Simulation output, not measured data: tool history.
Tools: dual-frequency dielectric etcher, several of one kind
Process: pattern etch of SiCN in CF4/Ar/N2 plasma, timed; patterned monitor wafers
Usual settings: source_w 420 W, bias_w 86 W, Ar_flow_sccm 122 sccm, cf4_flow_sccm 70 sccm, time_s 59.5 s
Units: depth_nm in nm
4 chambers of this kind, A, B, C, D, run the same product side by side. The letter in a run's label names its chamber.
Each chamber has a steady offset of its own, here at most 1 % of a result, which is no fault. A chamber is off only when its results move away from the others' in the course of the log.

run	hour	source_w	bias_w	Ar_flow_sccm	cf4_flow_sccm	time_s	hours since the last wet clean	hours since the last source power generator calibration	hours since the last bias power generator calibration	hours since the last Ar flow controller change	hours since the last CF4 flow controller change	read-back reference wafer on the same gauge, depth_nm	depth_nm
1B	4.4	420	86	122	70	59.5	249.0	1525.5	1235.2	2392.2	2129.6	54.311	50.126
2A	9.0	420	86	122	70	59.5	242.1	1889.0	4309.1	874.7	3657.3	54.337	49.112
3D	13.1	420	86	122	70	59.5	47.8	653.4	2974.2	3832.6	2421.4	54.304	49.731
4C	20.5	420	86	122	70	59.5	189.8	1544.0	1780.9	342.7	176.6	54.300	50.034
5D	24.9	420	86	122	70	59.5	59.6	665.2	2986.0	3844.4	2433.2	54.290	49.816
6B	31.1	420	86	122	70	59.5	275.7	1552.2	1261.9	2418.9	2156.3	54.269	50.192
7C	38.8	420	86	122	70	59.5	208.1	1562.3	1799.2	361.0	194.9	54.269	49.925
8A	46.2	420	86	122	70	59.5	279.3	1926.2	4346.3	911.9	3694.5	54.325	49.491
9C	54.2	420	86	122	70	59.5	223.5	1577.7	1814.6	376.4	210.3	54.278	49.694
10B	60.5	420	86	122	70	59.5	305.1	1581.6	1291.3	2448.3	2185.7	54.370	49.992
11D	65.8	420	86	122	70	59.5	100.5	706.1	3026.9	3885.3	2474.1	54.304	49.939
12A	70.9	420	86	122	70	59.5	304.0	1950.9	4371.0	936.6	3719.2	54.320	49.410
13C	76.2	420	86	122	70	59.5	245.5	1599.7	1836.6	398.4	232.3	54.327	49.846
14A	80.1	420	86	122	70	59.5	313.2	1960.1	4380.2	945.8	3728.4	54.296	49.771
15D	88.3	420	86	122	70	59.5	123.0	728.6	3049.4	3907.8	2496.6	54.284	50.046
16B	92.8	420	86	122	70	59.5	337.4	1613.9	1323.6	2480.6	2218.0	54.289	50.481
17A	98.1	420	86	122	70	59.5	331.2	1978.1	4398.2	963.8	3746.4	54.318	49.596
18D	103.6	420	86	122	70	59.5	138.3	743.9	3064.7	3923.1	2511.9	54.287	50.180
19B	110.7	420	86	122	70	59.5	355.3	1631.8	1341.5	2498.5	2235.9	54.305	50.311
20C	117.9	420	86	122	70	59.5	287.2	1641.4	1878.3	440.1	274.0	54.338	49.750
21A	124.0	420	69	122	70	59.5	357.1	2004.0	4424.1	989.7	3772.3	54.272	45.772
22D	131.5	420	69	122	70	59.5	166.2	771.8	3092.6	3951.0	2539.8	54.323	45.948
23B	136.1	420	69	122	70	59.5	380.7	1657.2	1366.9	2523.9	2261.3	54.282	46.124
# hour 144.5: chamber C: wet clean of the chamber
24C	144.5	420	69	122	70	59.5	0.0	1668.0	1904.9	466.7	300.6	54.270	46.096
25D	151.5	420	86	122	58	59.5	186.2	791.8	3112.6	3971.0	2559.8	54.255	48.537
26C	159.3	420	86	122	58	59.5	14.8	1682.8	1919.7	481.5	315.4	54.324	48.138
27A	166.0	420	86	122	58	59.5	399.1	2046.0	4466.1	1031.7	3814.3	54.307	48.200
28B	173.4	420	86	122	58	59.5	418.0	1694.5	1404.2	2561.2	2298.6	54.322	48.773
29B	178.4	420	86	122	70	59.5	423.0	1699.5	1409.2	2566.2	2303.6	54.275	50.338
30A	182.9	420	86	122	70	59.5	416.0	2062.9	4483.0	1048.6	3831.2	54.244	49.767
31D	186.9	420	103	140	70	59.5	221.6	827.2	3148.0	4006.4	2595.2	54.239	52.462
32C	194.6	420	103	140	70	59.5	50.1	1718.1	1955.0	516.8	350.7	54.334	52.382
33C	198.5	420	103	140	70	59.5	54.0	1722.0	1958.9	520.7	354.6	54.308	52.509
34B	202.3	420	103	140	70	59.5	446.9	1723.4	1433.1	2590.1	2327.5	54.302	52.648
35D	206.8	420	86	122	70	59.5	241.5	847.1	3167.9	4026.3	2615.1	54.334	50.197
36A	214.1	420	86	122	70	59.5	447.2	2094.1	4514.2	1079.8	3862.4	54.311	49.495
37A	219.4	420	86	111	70	49.5	452.5	2099.4	4519.5	1085.1	3867.7	54.254	41.722
38B	223.3	420	86	111	70	49.5	467.9	1744.4	1454.1	2611.1	2348.5	54.277	42.459
39C	231.6	420	86	111	70	49.5	87.1	1755.1	1992.0	553.8	387.7	54.291	42.246

What goes on in this fleet: one chamber off, a drifting gauge, or nothing beyond the chambers' own small offsets? Name the chamber and the cause, if any.

No chamber stands off beyond its own small offset, and the gauge holds steady.
